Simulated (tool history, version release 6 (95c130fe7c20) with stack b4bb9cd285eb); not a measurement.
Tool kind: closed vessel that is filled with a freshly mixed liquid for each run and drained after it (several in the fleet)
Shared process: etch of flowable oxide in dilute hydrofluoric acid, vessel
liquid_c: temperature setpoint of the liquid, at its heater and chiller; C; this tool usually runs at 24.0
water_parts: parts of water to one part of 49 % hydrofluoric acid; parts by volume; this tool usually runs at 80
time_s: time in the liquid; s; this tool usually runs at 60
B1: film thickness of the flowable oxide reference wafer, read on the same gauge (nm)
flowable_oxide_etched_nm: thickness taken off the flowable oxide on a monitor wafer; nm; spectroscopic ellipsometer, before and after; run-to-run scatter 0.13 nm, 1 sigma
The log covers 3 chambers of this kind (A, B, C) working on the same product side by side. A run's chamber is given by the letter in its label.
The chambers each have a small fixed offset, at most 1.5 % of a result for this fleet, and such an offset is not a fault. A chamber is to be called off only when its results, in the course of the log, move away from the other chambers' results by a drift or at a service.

{"run": "1C", "hour": 3.4, "liquid_c": 24.0, "water_parts": 80, "time_s": 60, "B1": 90.043, "flowable_oxide_etched_nm": 36.767}
{"run": "2A", "hour": 6.6, "liquid_c": 24.0, "water_parts": 80, "time_s": 60, "B1": 89.987, "flowable_oxide_etched_nm": 37.111}
{"run": "3B", "hour": 9.5, "liquid_c": 24.0, "water_parts": 80, "time_s": 60, "B1": 89.99, "flowable_oxide_etched_nm": 37.249}
{"run": "4C", "hour": 11.9, "liquid_c": 24.0, "water_parts": 80, "time_s": 60, "B1": 90.004, "flowable_oxide_etched_nm": 36.911}
{"run": "5A", "hour": 15.0, "liquid_c": 24.0, "water_parts": 110, "time_s": 35, "B1": 89.984, "flowable_oxide_etched_nm": 15.18}
{"run": "6B", "hour": 18.7, "liquid_c": 24.0, "water_parts": 110, "time_s": 35, "B1": 90.017, "flowable_oxide_etched_nm": 15.331}
{"run": "7C", "hour": 22.6, "liquid_c": 24.0, "water_parts": 110, "time_s": 35, "B1": 89.985, "flowable_oxide_etched_nm": 15.003}
{"run": "8A", "hour": 27.4, "liquid_c": 24.0, "water_parts": 115, "time_s": 75, "B1": 90.01, "flowable_oxide_etched_nm": 30.86}
{"run": "9B", "hour": 32.2, "liquid_c": 24.0, "water_parts": 115, "time_s": 75, "B1": 90.018, "flowable_oxide_etched_nm": 31.066}
{"run": "10A", "hour": 35.4, "liquid_c": 24.0, "water_parts": 115, "time_s": 75, "B1": 89.98, "flowable_oxide_etched_nm": 31.024}
{"run": "11C", "hour": 38.9, "liquid_c": 24.0, "water_parts": 80, "time_s": 60, "B1": 90.038, "flowable_oxide_etched_nm": 37.037}
{"run": "12B", "hour": 42.4, "liquid_c": 24.0, "water_parts": 80, "time_s": 60, "B1": 90.013, "flowable_oxide_etched_nm": 37.249}
{"run": "13A", "hour": 47.2, "liquid_c": 24.0, "water_parts": 80, "time_s": 60, "B1": 90.049, "flowable_oxide_etched_nm": 37.179}
{"run": "14C", "hour": 51.6, "liquid_c": 24.0, "water_parts": 80, "time_s": 60, "B1": 89.983, "flowable_oxide_etched_nm": 36.802}
{"run": "15B", "hour": 54.8, "liquid_c": 24.0, "water_parts": 80, "time_s": 60, "B1": 89.966, "flowable_oxide_etched_nm": 37.228}
{"run": "16A", "hour": 59.4, "liquid_c": 24.0, "water_parts": 80, "time_s": 60, "B1": 89.965, "flowable_oxide_etched_nm": 37.143}
{"run": "17B", "hour": 61.7, "liquid_c": 24.0, "water_parts": 55, "time_s": 85, "B1": 90.029, "flowable_oxide_etched_nm": 79.145}
{"run": "18C", "hour": 66.5, "liquid_c": 24.0, "water_parts": 55, "time_s": 85, "B1": 89.991, "flowable_oxide_etched_nm": 77.98}
{"run": "19A", "hour": 69.8, "liquid_c": 24.0, "water_parts": 55, "time_s": 85, "B1": 89.96, "flowable_oxide_etched_nm": 79.826}
{"run": "20B", "hour": 71.9, "liquid_c": 24.0, "water_parts": 80, "time_s": 60, "B1": 90.016, "flowable_oxide_etched_nm": 37.369}
{"run": "21C", "hour": 74.4, "liquid_c": 24.0, "water_parts": 80, "time_s": 60, "B1": 90.004, "flowable_oxide_etched_nm": 36.261}
{"run": "22A", "hour": 77.0, "liquid_c": 24.0, "water_parts": 80, "time_s": 60, "B1": 90.015, "flowable_oxide_etched_nm": 37.019}
{"run": "23C", "hour": 80.3, "liquid_c": 24.0, "water_parts": 80, "time_s": 60, "B1": 90.016, "flowable_oxide_etched_nm": 35.87}
{"run": "24B", "hour": 83.8, "liquid_c": 24.0, "water_parts": 80, "time_s": 60, "B1": 89.949, "flowable_oxide_etched_nm": 37.61}
{"run": "25B", "hour": 87.4, "liquid_c": 24.0, "water_parts": 80, "time_s": 60, "B1": 90.024, "flowable_oxide_etched_nm": 37.381}
{"run": "26A", "hour": 90.3, "liquid_c": 24.0, "water_parts": 80, "time_s": 60, "B1": 89.976, "flowable_oxide_etched_nm": 37.278}
{"run": "27C", "hour": 94.4, "liquid_c": 24.0, "water_parts": 80, "time_s": 60, "B1": 90.042, "flowable_oxide_etched_nm": 35.768}
{"run": "28A", "hour": 97.8, "liquid_c": 24.0, "water_parts": 80, "time_s": 60, "B1": 90.01, "flowable_oxide_etched_nm": 37.287}
{"run": "29C", "hour": 101.8, "liquid_c": 24.0, "water_parts": 80, "time_s": 60, "B1": 90.012, "flowable_oxide_etched_nm": 35.571}
{"run": "30B", "hour": 106.5, "liquid_c": 21.5, "water_parts": 100, "time_s": 60, "B1": 89.973, "flowable_oxide_etched_nm": 26.449}
{"run": "31C", "hour": 110.5, "liquid_c": 21.5, "water_parts": 100, "time_s": 60, "B1": 90.002, "flowable_oxide_etched_nm": 25.009}
{"run": "32A", "hour": 113.7, "liquid_c": 21.5, "water_parts": 100, "time_s": 60, "B1": 89.979, "flowable_oxide_etched_nm": 26.185}
{"run": "33B", "hour": 116.5, "liquid_c": 24.0, "water_parts": 80, "time_s": 60, "B1": 90.03, "flowable_oxide_etched_nm": 37.457}
{"run": "34C", "hour": 120.2, "liquid_c": 24.0, "water_parts": 80, "time_s": 60, "B1": 90.008, "flowable_oxide_etched_nm": 35.117}

The same settings go to every chamber for the next run, one line per chamber below. Forecast the results for each:
{"run": "35A", "hour": 123.6, "liquid_c": 24.0, "water_parts": 80, "time_s": 45, "flowable_oxide_etched_nm": "?"}
{"run": "35B", "hour": 123.6, "liquid_c": 24.0, "water_parts": 80, "time_s": 45, "flowable_oxide_etched_nm": "?"}
{"run": "35C", "hour": 123.6, "liquid_c": 24.0, "water_parts": 80, "time_s": 45, "flowable_oxide_etched_nm": "?"}

run=35A flowable_oxide_etched_nm=27.944
run=35B flowable_oxide_etched_nm=28.028
run=35C flowable_oxide_etched_nm=26.227
